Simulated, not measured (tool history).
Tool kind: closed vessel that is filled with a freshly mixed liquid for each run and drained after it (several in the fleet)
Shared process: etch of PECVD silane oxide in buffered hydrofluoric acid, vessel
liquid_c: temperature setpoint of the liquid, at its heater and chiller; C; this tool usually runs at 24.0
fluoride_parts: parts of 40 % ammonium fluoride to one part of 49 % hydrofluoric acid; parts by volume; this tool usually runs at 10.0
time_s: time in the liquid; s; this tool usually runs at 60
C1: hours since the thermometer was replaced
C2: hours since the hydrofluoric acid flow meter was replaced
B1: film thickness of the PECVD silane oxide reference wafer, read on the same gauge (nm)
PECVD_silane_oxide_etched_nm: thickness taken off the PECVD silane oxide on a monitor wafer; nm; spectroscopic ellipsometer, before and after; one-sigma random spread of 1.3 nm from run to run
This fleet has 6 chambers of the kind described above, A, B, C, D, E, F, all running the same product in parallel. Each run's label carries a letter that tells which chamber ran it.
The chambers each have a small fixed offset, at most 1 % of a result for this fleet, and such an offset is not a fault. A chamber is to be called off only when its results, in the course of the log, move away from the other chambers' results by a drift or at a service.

run 1F day=0.504 | liquid_c=24.0 fluoride_parts=10.0 time_s=60 | C1=421.5 C2=84.3 | B1=120.03 | PECVD_silane_oxide_etched_nm=165.740
run 2C day=0.892 | liquid_c=24.0 fluoride_parts=10.0 time_s=60 | C1=1166.1 C2=323.9 | B1=120.01 | PECVD_silane_oxide_etched_nm=166.480
run 3D day=1.238 | liquid_c=24.0 fluoride_parts=10.0 time_s=60 | C1=1308.4 C2=563.4 | B1=120.02 | PECVD_silane_oxide_etched_nm=166.200
run 4E day=1.508 | liquid_c=24.0 fluoride_parts=10.0 time_s=60 | C1=578.5 C2=386.1 | B1=120.03 | PECVD_silane_oxide_etched_nm=166.480
run 5B day=2.067 | liquid_c=24.0 fluoride_parts=10.0 time_s=60 | C1=718.5 C2=835.0 | B1=120.00 | PECVD_silane_oxide_etched_nm=164.350
run 6A day=2.338 | liquid_c=24.0 fluoride_parts=10.0 time_s=60 | C1=602.6 C2=863.0 | B1=120.01 | PECVD_silane_oxide_etched_nm=166.830
run 7A day=2.912 | liquid_c=24.0 fluoride_parts=10.0 time_s=60 | C1=616.4 C2=876.8 | B1=120.03 | PECVD_silane_oxide_etched_nm=165.620
run 8B day=3.175 | liquid_c=24.0 fluoride_parts=10.0 time_s=60 | C1=745.1 C2=861.6 | B1=120.00 | PECVD_silane_oxide_etched_nm=164.260
run 9F day=3.596 | liquid_c=24.0 fluoride_parts=10.0 time_s=60 | C1=495.7 C2=158.5 | B1=120.02 | PECVD_silane_oxide_etched_nm=164.480
run 10E day=3.862 | liquid_c=24.0 fluoride_parts=10.0 time_s=60 | C1=635.0 C2=442.6 | B1=120.03 | PECVD_silane_oxide_etched_nm=165.540
run 11C day=4.250 | liquid_c=24.0 fluoride_parts=10.0 time_s=60 | C1=1246.7 C2=404.5 | B1=120.01 | PECVD_silane_oxide_etched_nm=165.950
run 12D day=4.617 | liquid_c=24.0 fluoride_parts=10.0 time_s=60 | C1=1389.5 C2=644.5 | B1=120.01 | PECVD_silane_oxide_etched_nm=165.460
run 13B day=4.921 | liquid_c=24.0 fluoride_parts=10.0 time_s=60 | C1=787.0 C2=903.5 | B1=120.01 | PECVD_silane_oxide_etched_nm=163.830
run 14F day=5.471 | liquid_c=24.0 fluoride_parts=10.0 time_s=60 | C1=540.7 C2=203.5 | B1=119.99 | PECVD_silane_oxide_etched_nm=168.090
run 15D day=5.946 | liquid_c=24.0 fluoride_parts=10.0 time_s=60 | C1=1421.4 C2=676.4 | B1=120.01 | PECVD_silane_oxide_etched_nm=168.440
run 16C day=6.292 | liquid_c=24.0 fluoride_parts=10.0 time_s=60 | C1=1295.7 C2=453.5 | B1=120.02 | PECVD_silane_oxide_etched_nm=165.120
run 17A day=6.800 | liquid_c=24.0 fluoride_parts=10.0 time_s=60 | C1=709.7 C2=970.1 | B1=120.01 | PECVD_silane_oxide_etched_nm=165.530
-- day=7.250 chamber D: hydrofluoric acid flow meter replaced
run 18E day=7.308 | liquid_c=24.0 fluoride_parts=10.0 time_s=60 | C1=717.7 C2=525.3 | B1=120.02 | PECVD_silane_oxide_etched_nm=165.080
run 19B day=7.904 | liquid_c=24.0 fluoride_parts=10.0 time_s=60 | C1=858.6 C2=975.1 | B1=120.02 | PECVD_silane_oxide_etched_nm=168.100
run 20C day=8.262 | liquid_c=24.0 fluoride_parts=10.0 time_s=60 | C1=1343.0 C2=500.8 | B1=120.02 | PECVD_silane_oxide_etched_nm=165.680
run 21F day=8.717 | liquid_c=24.0 fluoride_parts=10.0 time_s=60 | C1=618.6 C2=281.4 | B1=120.03 | PECVD_silane_oxide_etched_nm=166.440
-- day=8.812 chamber D: thermometer replaced
run 22D day=9.021 | liquid_c=24.0 fluoride_parts=10.0 time_s=60 | C1=5.1 C2=42.5 | B1=119.99 | PECVD_silane_oxide_etched_nm=167.240
run 23E day=9.425 | liquid_c=19.5 fluoride_parts=10.0 time_s=40 | C1=768.5 C2=576.1 | B1=119.97 | PECVD_silane_oxide_etched_nm=87.717
run 24A day=9.900 | liquid_c=19.5 fluoride_parts=10.0 time_s=40 | C1=784.1 C2=1044.5 | B1=120.01 | PECVD_silane_oxide_etched_nm=85.713
run 25C day=10.367 | liquid_c=19.5 fluoride_parts=10.0 time_s=40 | C1=1393.5 C2=551.3 | B1=119.99 | PECVD_silane_oxide_etched_nm=86.275
run 26D day=10.896 | liquid_c=19.5 fluoride_parts=10.0 time_s=40 | C1=50.1 C2=87.5 | B1=119.95 | PECVD_silane_oxide_etched_nm=86.192
run 27E day=11.471 | liquid_c=19.5 fluoride_parts=10.0 time_s=40 | C1=817.6 C2=625.2 | B1=120.02 | PECVD_silane_oxide_etched_nm=85.613
run 28B day=11.912 | liquid_c=19.5 fluoride_parts=10.0 time_s=40 | C1=954.8 C2=1071.3 | B1=119.98 | PECVD_silane_oxide_etched_nm=88.833
-- day=12.179 chamber A: hydrofluoric acid flow meter replaced
run 29A day=12.379 | liquid_c=24.0 fluoride_parts=10.0 time_s=60 | C1=843.6 C2=4.9 | B1=119.98 | PECVD_silane_oxide_etched_nm=164.010
run 30F day=12.950 | liquid_c=24.0 fluoride_parts=10.0 time_s=60 | C1=720.2 C2=383.0 | B1=120.02 | PECVD_silane_oxide_etched_nm=167.920
run 31C day=13.358 | liquid_c=24.0 fluoride_parts=10.0 time_s=60 | C1=1465.3 C2=623.1 | B1=119.97 | PECVD_silane_oxide_etched_nm=166.120
run 32A day=13.633 | liquid_c=24.0 fluoride_parts=10.0 time_s=60 | C1=873.7 C2=35.0 | B1=119.95 | PECVD_silane_oxide_etched_nm=166.050
run 33F day=14.167 | liquid_c=24.0 fluoride_parts=10.0 time_s=60 | C1=749.4 C2=412.2 | B1=120.02 | PECVD_silane_oxide_etched_nm=168.830
run 34B day=14.558 | liquid_c=20.0 fluoride_parts=7.5 time_s=60 | C1=1018.3 C2=1134.8 | B1=120.01 | PECVD_silane_oxide_etched_nm=188.250
run 35D day=15.075 | liquid_c=20.0 fluoride_parts=7.5 time_s=60 | C1=150.4 C2=187.8 | B1=120.00 | PECVD_silane_oxide_etched_nm=171.710
run 36E day=15.488 | liquid_c=20.0 fluoride_parts=7.5 time_s=60 | C1=914.0 C2=721.6 | B1=119.99 | PECVD_silane_oxide_etched_nm=172.640
run 37C day=15.846 | liquid_c=20.0 fluoride_parts=7.5 time_s=60 | C1=1525.0 C2=682.8 | B1=120.01 | PECVD_silane_oxide_etched_nm=174.090
run 38E day=16.162 | liquid_c=20.0 fluoride_parts=7.5 time_s=60 | C1=930.2 C2=737.8 | B1=119.98 | PECVD_silane_oxide_etched_nm=173.370
run 39B day=16.758 | liquid_c=20.0 fluoride_parts=7.5 time_s=60 | C1=1071.1 C2=1187.6 | B1=119.98 | PECVD_silane_oxide_etched_nm=192.310
run 40D day=17.296 | liquid_c=22.5 fluoride_parts=10.0 time_s=60 | C1=203.7 C2=241.1 | B1=120.03 | PECVD_silane_oxide_etched_nm=154.210

Is one chamber off against the others, does the gauge drift, or is nothing wrong? If a chamber is off, say which, and what the likeliest cause is.

It is chamber B that slowly wanders off from its peers.
Likeliest cause: hydrofluoric acid flow above the setpoint (%) = 12.5.
The log may not tell that from: liquid hotter than its thermometer reads (K).

Below are 4 candidate recipes for chamber B's next run, each the usual settings with a change, their results shown as question marks. Which of them brings B's results back in line with what the other chambers give on the usual settings?
To be in line, a result may differ from the other chambers' mean on the usual settings by at most: PECVD_silane_oxide_etched_nm 4.500 nm
run 41B-1 day=17.725 | liquid_c=22.0 fluoride_parts=10.0 time_s=60 | PECVD_silane_oxide_etched_nm=?
run 41B-2 day=17.725 | liquid_c=24.0 fluoride_parts=10.0 time_s=65 | PECVD_silane_oxide_etched_nm=?
run 41B-3 day=17.725 | liquid_c=24.0 fluoride_parts=9.0 time_s=60 | PECVD_silane_oxide_etched_nm=?
run 41B-4 day=17.725 | liquid_c=23.5 fluoride_parts=10.5 time_s=60 | PECVD_silane_oxide_etched_nm=?

Mean of the other chambers on the usual settings: PECVD_silane_oxide_etched_nm 166.470 nm
run=41B-1 PECVD_silane_oxide_etched_nm=159.530
run=41B-2 PECVD_silane_oxide_etched_nm=192.860
run=41B-3 PECVD_silane_oxide_etched_nm=199.460
run=41B-4 PECVD_silane_oxide_etched_nm=167.110
41B-4 is the one that brings the chamber's results back in line with the other chambers.
